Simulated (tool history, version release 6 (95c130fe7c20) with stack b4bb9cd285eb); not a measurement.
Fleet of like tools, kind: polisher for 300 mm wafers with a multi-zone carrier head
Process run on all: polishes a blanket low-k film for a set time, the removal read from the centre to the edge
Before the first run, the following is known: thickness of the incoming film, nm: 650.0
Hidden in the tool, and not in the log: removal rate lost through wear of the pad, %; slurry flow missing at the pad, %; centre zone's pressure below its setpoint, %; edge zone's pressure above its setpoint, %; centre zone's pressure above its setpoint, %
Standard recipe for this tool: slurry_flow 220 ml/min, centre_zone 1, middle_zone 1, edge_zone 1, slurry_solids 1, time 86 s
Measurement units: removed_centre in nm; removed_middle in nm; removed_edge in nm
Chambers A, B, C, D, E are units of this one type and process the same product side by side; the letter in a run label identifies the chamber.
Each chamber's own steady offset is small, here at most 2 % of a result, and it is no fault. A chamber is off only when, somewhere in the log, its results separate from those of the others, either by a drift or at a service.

run,hour,slurry_flow,centre_zone,middle_zone,edge_zone,slurry_solids,time,wafers polished on this pad,hours since the slurry nozzle was cleaned,hours since the centre zone pressure was calibrated,hours since the edge zone pressure was calibrated,removed_centre,removed_middle,removed_edge
1A,9.4,220,1,1,1,1,86,776,717.1,345.1,1305.7,36.657,38.098,37.25
# hour 12.2: chamber A: worn pad replaced by a new one
2C,19.2,220,1,1,1,1,86,516,111.9,606,226.3,37.62,37.474,37.391
3E,27.7,220,1,1,1,1,86,1448,388.9,243.2,453.7,37.451,37.638,37.794
# hour 37.6: chamber E: worn pad replaced by a new one
4D,42.2,220,1,1,1,1,86,589,118,896.2,340.6,37.703,37.863,37.62
# hour 48.2: chamber A: slurry nozzle cleaned
5B,51.4,220,1,1,1,1,86,723,147.2,268.6,889.2,38.149,37.875,37.505
# hour 51.7: chamber D: worn pad replaced by a new one
6D,60.2,220,1,1,1,1,86,68,136,914.2,358.6,37.971,37.472,37.642
# hour 62.5: chamber B: worn pad replaced by a new one
# hour 73.8: chamber C: worn pad replaced by a new one
7C,74.1,220,1,1,1,1,86,2,166.8,660.9,281.2,37.438,37.892,37.708
# hour 81: chamber A: edge zone pressure recalibrated
8E,81.9,220,1,1,1,1,86,356,443.1,297.4,507.9,37.134,36.923,37.663
9B,94.8,220,1,1,1,1,86,259,190.6,312,932.6,37.961,37.703,37.43
10A,107.6,220,1.07,1,1,1,71,766,59.4,443.3,26.6,32.756,31.105,31.4
# hour 114.1: chamber A: worn pad replaced by a new one
11D,119.9,220,1.07,1,1,1,71,548,195.7,973.9,418.3,33.778,31.066,31.253
12B,128,220,1.07,1,1,1,71,526,223.8,345.2,965.8,33.525,31.214,30.915
# hour 137.3: chamber E: centre zone pressure recalibrated
13C,139,220,1.07,1,1,1,71,523,231.7,725.8,346.1,33.27,31.142,30.506
# hour 141.7: chamber D: worn pad replaced by a new one
14E,147.2,220,1.07,1,1,1,71,881,508.4,9.9,573.2,33.139,30.562,30.816
15A,161.5,220,1,1,1,1,99,381,113.3,497.2,80.5,43.031,43.74,43.203
# hour 171.6: chamber B: worn pad replaced by a new one
16A,172.1,220,1,1,1,1,99,466,123.9,507.8,91.1,42.603,43.33,43.282
17D,181.9,220,1,1,1,1,99,323,257.7,1035.9,480.3,42.903,43.578,43.897
# hour 182.2: chamber E: worn pad replaced by a new one
# hour 187.9: chamber B: edge zone pressure recalibrated
18C,188.7,220,1,1,1,1,99,923,281.4,775.5,395.8,42.77,43.723,43.501
# hour 197: chamber A: worn pad replaced by a new one
19E,198.3,220,1,1,1,1,99,129,559.5,61,624.3,43.127,41.932,42.717
# hour 199.4: chamber E: edge zone pressure recalibrated
# hour 206.2: chamber C: worn pad replaced by a new one
20B,209.3,220,1,1,1,1,86,302,305.1,426.5,21.4,37.644,37.554,36.89
21C,221,220,1,1,1,1,86,119,313.7,807.8,428.1,37.961,37.606,37.783
# hour 221.5: chamber D: worn pad replaced by a new one
22B,227.8,220,1,1,1,1,86,451,323.6,445,39.9,37.668,38.172,36.952
23D,238.8,220,1,1,1,1,86,139,314.6,1092.8,537.2,37.945,38.025,37.427
24A,245.1,220,1,1,1,1,65,386,196.9,580.8,164.1,27.724,28.271,28.22
25E,251.6,220,1,1,1,1,65,557,612.8,114.3,52.3,27.039,27.378,27.789
26C,260.3,220,1,1,1,1,65,434,353,847.1,467.4,27.845,28.288,27.95
27E,270.4,220,1,1,1,1,65,709,631.6,133.1,71.1,27.322,27.299,27.701
28D,282.3,220,1,1,1,1,65,489,358.1,1136.3,580.7,28.844,28.571,28.603
# hour 283.4: chamber B: worn pad replaced by a new one
# hour 290.1: chamber A: worn pad replaced by a new one
29B,295.6,220,1,1,1.11,0.85,86,98,391.4,512.8,107.7,34.93,34.643,36.427
30A,303.5,220,1,1,1.11,0.85,86,107,255.3,639.2,222.5,33.751,34.905,36.318
# hour 311.7: chamber D: worn pad replaced by a new one
31B,316.9,220,1,1,1.11,0.85,86,269,412.7,534.1,129,35,34.826,36.807
# hour 318.3: chamber C: worn pad replaced by a new one
32A,323.4,220,1,1,1.11,0.85,86,267,275.2,659.1,242.4,33.833,35.17,37.098
33C,336.8,220,1,1,1.11,0.85,86,148,429.5,923.6,543.9,34.553,34.745,36.901
34D,348.6,220,1,1,1,1,86,297,424.4,1202.6,647,37.741,37.973,37.294
35E,357.6,220,1,1,1,1,86,1409,718.8,220.3,158.3,36.113,35.57,36.915
36C,369.5,220,1,1,1,1,86,411,462.2,956.3,576.6,37.52,37.609,37.27
# hour 371.8: chamber E: worn pad replaced by a new one
37A,379.4,250,1,1,1,1,86,717,331.2,715.1,298.4,36.969,38.434,37.789
# hour 382.3: chamber A: worn pad replaced by a new one
# hour 385.8: chamber B: worn pad replaced by a new one
38D,389,250,1,1,1,1,86,621,464.8,1243,687.4,38.732,38.393,38.229
39B,402.8,250,1,1,1,1,86,136,498.6,620,214.9,38.236,38.197,37.853
40E,411.2,250,1,1,1,1,86,316,772.4,273.9,211.9,36.246,36.304,36.762
41A,421.5,250,1,1,1,1,86,315,373.3,757.2,340.5,36.882,38.463,37.899

For the next run the whole fleet of 5 chambers uses the same settings. Give each chamber's results:
42A,432,220,1,1,1,1,86,,,,,?,?,?
42B,432,220,1,1,1,1,86,,,,,?,?,?
42C,432,220,1,1,1,1,86,,,,,?,?,?
42D,432,220,1,1,1,1,86,,,,,?,?,?
42E,432,220,1,1,1,1,86,,,,,?,?,?

run,removed_centre,removed_middle,removed_edge
42A,37.301,37.866,37.884
42B,38.154,37.682,37.405
42C,36.799,37.335,37.452
42D,37.824,38.255,37.797
42E,35.923,35.503,36.36

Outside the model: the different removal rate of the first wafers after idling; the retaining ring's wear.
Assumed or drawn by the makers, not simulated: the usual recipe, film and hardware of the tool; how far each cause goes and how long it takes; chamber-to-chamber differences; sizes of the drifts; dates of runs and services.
